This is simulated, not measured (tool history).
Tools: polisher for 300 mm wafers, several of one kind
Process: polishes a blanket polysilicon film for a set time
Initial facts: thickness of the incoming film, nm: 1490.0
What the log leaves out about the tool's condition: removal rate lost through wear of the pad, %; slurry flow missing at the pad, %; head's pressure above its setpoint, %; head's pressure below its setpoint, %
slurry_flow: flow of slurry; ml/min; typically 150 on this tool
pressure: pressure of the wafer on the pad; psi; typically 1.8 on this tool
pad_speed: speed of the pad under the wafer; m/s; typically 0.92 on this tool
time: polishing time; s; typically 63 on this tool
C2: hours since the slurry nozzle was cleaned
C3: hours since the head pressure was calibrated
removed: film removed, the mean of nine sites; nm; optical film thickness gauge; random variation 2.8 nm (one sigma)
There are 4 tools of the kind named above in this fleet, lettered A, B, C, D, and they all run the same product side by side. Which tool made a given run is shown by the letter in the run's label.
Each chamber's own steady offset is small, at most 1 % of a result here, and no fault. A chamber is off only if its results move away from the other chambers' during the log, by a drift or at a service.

At hour 5.2: chamber C: worn pad replaced by a new one.
At hour 5.5: chamber B: worn pad replaced by a new one.
Run 1C, hour 5.8: usual settings; wafers polished on this pad 7; C2 230; C3 324.1. Result: removed 360.27 nm.
Run 2A, hour 11.3: usual settings; wafers polished on this pad 304; C2 461.4; C3 558.5. Result: removed 368.61 nm.
Run 3D, hour 15.6: usual settings; wafers polished on this pad 212; C2 182.7; C3 135.8. Result: removed 359.67 nm.
Run 4B, hour 19.9: usual settings; wafers polished on this pad 174; C2 167.6; C3 479.2. Result: removed 360.63 nm.
Run 5D, hour 22.8: usual settings; wafers polished on this pad 299; C2 189.9; C3 143. Result: removed 360.71 nm.
Run 6A, hour 25.8: usual settings but pressure 2 psi; wafers polished on this pad 480; C2 475.9; C3 573. Result: removed 408.31 nm.
Run 7B, hour 30: usual settings but pressure 2 psi; wafers polished on this pad 297; C2 177.7; C3 489.3. Result: removed 404.1 nm.
Run 8C, hour 35: usual settings but pressure 2 psi; wafers polished on this pad 361; C2 259.2; C3 353.3. Result: removed 403.73 nm.
Run 9C, hour 39: usual settings but pressure 2 psi; wafers polished on this pad 410; C2 263.2; C3 357.3. Result: removed 399.81 nm.
At hour 44.2: chamber D: worn pad replaced by a new one.
Run 10D, hour 45.3: usual settings but slurry_flow 175 ml/min, pad_speed 1.06 m/s; wafers polished on this pad 13; C2 212.4; C3 165.5. Result: removed 431.9 nm.
Run 11B, hour 51.5: usual settings but slurry_flow 175 ml/min, pad_speed 1.06 m/s; wafers polished on this pad 558; C2 199.2; C3 510.8. Result: removed 433 nm.
Run 12A, hour 56.4: usual settings but slurry_flow 175 ml/min, pad_speed 1.06 m/s; wafers polished on this pad 851; C2 506.5; C3 603.6. Result: removed 432.07 nm.
Run 13A, hour 60: usual settings but slurry_flow 175 ml/min, pad_speed 1.06 m/s; wafers polished on this pad 895; C2 510.1; C3 607.2. Result: removed 426.15 nm.
Run 14C, hour 64.4: usual settings but pad_speed 1.1 m/s; wafers polished on this pad 718; C2 288.6; C3 382.7. Result: removed 430.26 nm.
At hour 66.9: chamber C: head pressure recalibrated.
At hour 67.8: chamber B: worn pad replaced by a new one.
Run 15B, hour 68.9: usual settings but pad_speed 1.1 m/s; wafers polished on this pad 13; C2 216.6; C3 528.2. Result: removed 436.42 nm.
Run 16D, hour 75.1: usual settings but pad_speed 1.1 m/s; wafers polished on this pad 375; C2 242.2; C3 195.3. Result: removed 436.25 nm.
At hour 75.8: chamber A: worn pad replaced by a new one.
Run 17C, hour 80: usual settings but pad_speed 1.1 m/s; wafers polished on this pad 907; C2 304.2; C3 13.1. Result: removed 455.64 nm.
Run 18D, hour 84: usual settings; wafers polished on this pad 483; C2 251.1; C3 204.2. Result: removed 364.02 nm.
At hour 85.7: chamber D: worn pad replaced by a new one.
At hour 87.3: chamber C: worn pad replaced by a new one.
Run 19A, hour 88.8: usual settings; wafers polished on this pad 158; C2 538.9; C3 636. Result: removed 361.55 nm.
Run 20B, hour 92.4: usual settings; wafers polished on this pad 298; C2 240.1; C3 551.7. Result: removed 365.19 nm.
Run 21B, hour 96.9: usual settings; wafers polished on this pad 353; C2 244.6; C3 556.2. Result: removed 360.58 nm.
Run 22C, hour 100.4: usual settings; wafers polished on this pad 159; C2 324.6; C3 33.5. Result: removed 375.96 nm.
Run 23D, hour 103.3: usual settings but pressure 2.4 psi, time 79 s; wafers polished on this pad 213; C2 270.4; C3 223.5. Result: removed 606.7 nm.
Run 24A, hour 108.3: usual settings but pressure 2.4 psi, time 79 s; wafers polished on this pad 394; C2 558.4; C3 655.5. Result: removed 604.08 nm.
Run 25C, hour 114.6: usual settings but pressure 2.4 psi, time 79 s; wafers polished on this pad 331; C2 338.8; C3 47.7. Result: removed 631.75 nm.
Run 26A, hour 119.7: usual settings but pressure 2.4 psi, time 79 s; wafers polished on this pad 532; C2 569.8; C3 666.9. Result: removed 604.87 nm.
Run 27D, hour 125: usual settings; wafers polished on this pad 476; C2 292.1; C3 245.2. Result: removed 356.93 nm.
At hour 125.9: chamber D: worn pad replaced by a new one.
At hour 126.1: chamber B: worn pad replaced by a new one.
Run 28B, hour 131.1: usual settings; wafers polished on this pad 60; C2 278.8; C3 590.4. Result: removed 361.95 nm.
Run 29A, hour 135.6: usual settings; wafers polished on this pad 725; C2 585.7; C3 682.8. Result: removed 364.19 nm.
At hour 137.2: chamber D: slurry nozzle cleaned.
Run 30C, hour 139.9: usual settings; wafers polished on this pad 638; C2 364.1; C3 73. Result: removed 378.43 nm.
Run 31B, hour 143.5: usual settings; wafers polished on this pad 211; C2 291.2; C3 602.8. Result: removed 363.85 nm.
At hour 147.1: chamber A: slurry nozzle cleaned.
Run 32D, hour 148.1: usual settings; wafers polished on this pad 269; C2 11; C3 268.3. Result: removed 363.12 nm.
Run 33D, hour 152.5: usual settings but pad_speed 1.22 m/s, time 43 s; wafers polished on this pad 323; C2 15.4; C3 272.7. Result: removed 326.72 nm.
Run 34B, hour 158.1: usual settings but pad_speed 1.22 m/s, time 43 s; wafers polished on this pad 388; C2 305.8; C3 617.4. Result: removed 331.01 nm.
At hour 158.7: chamber A: worn pad replaced by a new one.
Run 35C, hour 160.9: usual settings but pad_speed 1.22 m/s, time 43 s; wafers polished on this pad 893; C2 385.1; C3 94. Result: removed 342.54 nm.
Run 36A, hour 164: usual settings but pad_speed 1.22 m/s, time 43 s; wafers polished on this pad 64; C2 16.9; C3 711.2. Result: removed 332.47 nm.
At hour 166.4: chamber D: worn pad replaced by a new one.
At hour 168.2: chamber C: worn pad replaced by a new one.
Run 37B, hour 168.8: usual settings; wafers polished on this pad 518; C2 316.5; C3 628.1. Result: removed 365.41 nm.
Run 38C, hour 172.3: usual settings; wafers polished on this pad 50; C2 396.5; C3 105.4. Result: removed 373.21 nm.
Run 39A, hour 177.8: usual settings; wafers polished on this pad 231; C2 30.7; C3 725. Result: removed 363.79 nm.
Run 40D, hour 182.2: usual settings; wafers polished on this pad 192; C2 45.1; C3 302.4. Result: removed 357.7 nm.
At hour 183.2: chamber B: slurry nozzle cleaned.
Run 41D, hour 188: usual settings; wafers polished on this pad 262; C2 50.9; C3 308.2. Result: removed 362.21 nm.
At hour 189.2: chamber B: worn pad replaced by a new one.
Run 42A, hour 192.2: usual settings; wafers polished on this pad 406; C2 45.1; C3 739.4. Result: removed 358.84 nm.
Run 43B, hour 195.7: usual settings; wafers polished on this pad 79; C2 12.5; C3 655. Result: removed 360.34 nm.
Run 44C, hour 200.5: usual settings but pressure 2.1 psi, pad_speed 0.6 m/s; wafers polished on this pad 392; C2 424.7; C3 133.6. Result: removed 291.34 nm.

Next, all 4 chambers run the settings below, one line each with question marks for the results. What does each chamber give?
Run 45A, hour 205.1: usual settings. Result: removed ?.
Run 45B, hour 205.1: usual settings. Result: removed ?.
Run 45C, hour 205.1: usual settings. Result: removed ?.
Run 45D, hour 205.1: usual settings. Result: removed ?.

run  removed
45A   363.55
45B   362.71
45C   384.91
45D   356.26

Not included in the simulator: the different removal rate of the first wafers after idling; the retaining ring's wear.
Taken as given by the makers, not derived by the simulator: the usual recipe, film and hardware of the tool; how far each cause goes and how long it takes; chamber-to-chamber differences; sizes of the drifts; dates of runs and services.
